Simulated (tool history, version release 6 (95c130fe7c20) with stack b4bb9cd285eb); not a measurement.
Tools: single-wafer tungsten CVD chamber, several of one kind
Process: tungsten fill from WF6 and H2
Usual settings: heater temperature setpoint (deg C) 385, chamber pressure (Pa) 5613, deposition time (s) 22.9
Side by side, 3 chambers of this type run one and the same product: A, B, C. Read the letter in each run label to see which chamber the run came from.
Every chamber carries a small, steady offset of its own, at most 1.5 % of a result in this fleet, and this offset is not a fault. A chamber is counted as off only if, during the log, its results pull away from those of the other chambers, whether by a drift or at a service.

| run | hour | heater temperature setpoint (deg C) | chamber pressure (Pa) | deposition time (s) | hours since the last thermocouple change | hours since the last manometer calibration | read-back reference wafer on the same gauge, thickness_nm | mean film thickness on the monitor wafer (angstrom) |
|---|---|---|---|---|---|---|---|---|
| 1C | 7.1 | 385 | 5613 | 22.9 | 859.1 | 1216.4 | 66.016 | 588.25 |
| 2A | 12.5 | 385 | 5613 | 22.9 | 1217 | 185.2 | 66.008 | 592.26 |
| 3B | 19 | 385 | 5613 | 22.9 | 368.4 | 1352 | 66.016 | 583.42 |
| 4A | 25.9 | 385 | 5613 | 22.9 | 1230.4 | 198.6 | 66.035 | 593.16 |
| 5B | 33.9 | 385 | 5613 | 22.9 | 383.3 | 1366.9 | 66.03 | 584.88 |
| 6C | 39.4 | 385 | 5613 | 22.9 | 891.4 | 1248.7 | 66.04 | 588.11 |
| 7B | 47.1 | 385 | 5613 | 22.9 | 396.5 | 1380.1 | 66.04 | 584.92 |
| 8A | 57.2 | 385 | 5613 | 22.9 | 1261.7 | 229.9 | 66.059 | 592.15 |
| 9C | 65.8 | 385 | 5613 | 22.9 | 917.8 | 1275.1 | 66.047 | 588.29 |
| 10C | 74 | 385 | 5613 | 27.1 | 926 | 1283.3 | 66.059 | 698.22 |
| 11B | 80.3 | 385 | 5613 | 27.1 | 429.7 | 1413.3 | 66.068 | 693.15 |
| 12A | 91.5 | 385 | 5613 | 27.1 | 1296 | 264.2 | 66.084 | 702.04 |
| 13C | 101.5 | 385 | 5613 | 22.9 | 953.5 | 1310.8 | 66.102 | 589.43 |
| 14A | 107.1 | 385 | 5613 | 22.9 | 1311.6 | 279.8 | 66.112 | 593.42 |
| 15B | 114.5 | 385 | 5613 | 22.9 | 463.9 | 1447.5 | 66.093 | 584.3 |
| 16C | 120.6 | 385 | 5613 | 22.9 | 972.6 | 1329.9 | 66.101 | 588.44 |
| 17B | 131.3 | 385 | 5613 | 22.9 | 480.7 | 1464.3 | 66.118 | 585.24 |
| 18A | 138.3 | 397 | 6639 | 22.9 | 1342.8 | 311 | 66.111 | 803.74 |
| 19C | 149.7 | 397 | 6639 | 22.9 | 1001.7 | 1359 | 66.119 | 803.96 |
| 20B | 157.2 | 397 | 6639 | 22.9 | 506.6 | 1490.2 | 66.138 | 795.72 |
| 21A | 163.3 | 385 | 5613 | 22.9 | 1367.8 | 336 | 66.14 | 594.84 |
| 22B | 172.2 | 385 | 5613 | 22.9 | 521.6 | 1505.2 | 66.163 | 584.61 |
|  | 174.1 | chamber A: thermocouple changed; heater temperature recalibrated |
| 23A | 182.2 | 385 | 5613 | 22.9 | 8.1 | 354.9 | 66.15 | 595.52 |
| 24C | 192.9 | 385 | 5613 | 20.9 | 1044.9 | 1402.2 | 66.158 | 538.06 |
| 25B | 200.9 | 385 | 5613 | 20.9 | 550.3 | 1533.9 | 66.175 | 533.68 |
| 26C | 211.7 | 385 | 5613 | 20.9 | 1063.7 | 1421 | 66.178 | 536.8 |
| 27A | 218.9 | 385 | 5613 | 22.9 | 44.8 | 391.6 | 66.179 | 594.06 |
| 28A | 225.3 | 385 | 5613 | 22.9 | 51.2 | 398 | 66.189 | 593.99 |
| 29C | 235.7 | 395 | 5613 | 27.3 | 1087.7 | 1445 | 66.2 | 856.97 |
|  | 239.4 | chamber B: capacitance manometer re-zeroed and calibrated |
| 30B | 242.3 | 395 | 5613 | 27.3 | 591.7 | 3 | 66.21 | 846.09 |
| 31B | 248.2 | 395 | 5613 | 27.3 | 597.6 | 8.9 | 66.227 | 845.91 |
| 32A | 254.2 | 385 | 5613 | 22.9 | 80.1 | 426.9 | 66.233 | 594.62 |
|  | 256.3 | chamber C: thermocouple changed; heater temperature recalibrated |
| 33C | 263.3 | 385 | 5613 | 22.9 | 7 | 1472.6 | 66.21 | 590.45 |
| 34C | 270.4 | 385 | 5613 | 22.9 | 14.1 | 1479.7 | 66.24 | 590.62 |
| 35B | 276 | 385 | 5613 | 22.9 | 625.4 | 36.7 | 66.243 | 585.21 |
| 36A | 284.5 | 385 | 5613 | 22.9 | 110.4 | 457.2 | 66.258 | 595.82 |
| 37C | 293.6 | 385 | 5613 | 22.9 | 37.3 | 1502.9 | 66.258 | 590.68 |
| 38B | 298.9 | 380 | 4280 | 22.9 | 648.3 | 59.6 | 66.282 | 465.11 |
| 39A | 308.3 | 380 | 4280 | 22.9 | 134.2 | 481 | 66.271 | 475.1 |
| 40C | 317.9 | 380 | 4280 | 22.9 | 61.6 | 1527.2 | 66.266 | 469.09 |

Each of the 3 chambers runs these same settings next. Fill in every chamber's results:
| 41A | 326.1 | 385 | 5613 | 22.9 |  |  |  | ? |
| 41B | 326.1 | 385 | 5613 | 22.9 |  |  |  | ? |
| 41C | 326.1 | 385 | 5613 | 22.9 |  |  |  | ? |

| run | mean film thickness on the monitor wafer (angstrom) |
|---|---|
| 41A | 595.96 |
| 41B | 586.52 |
| 41C | 591.21 |
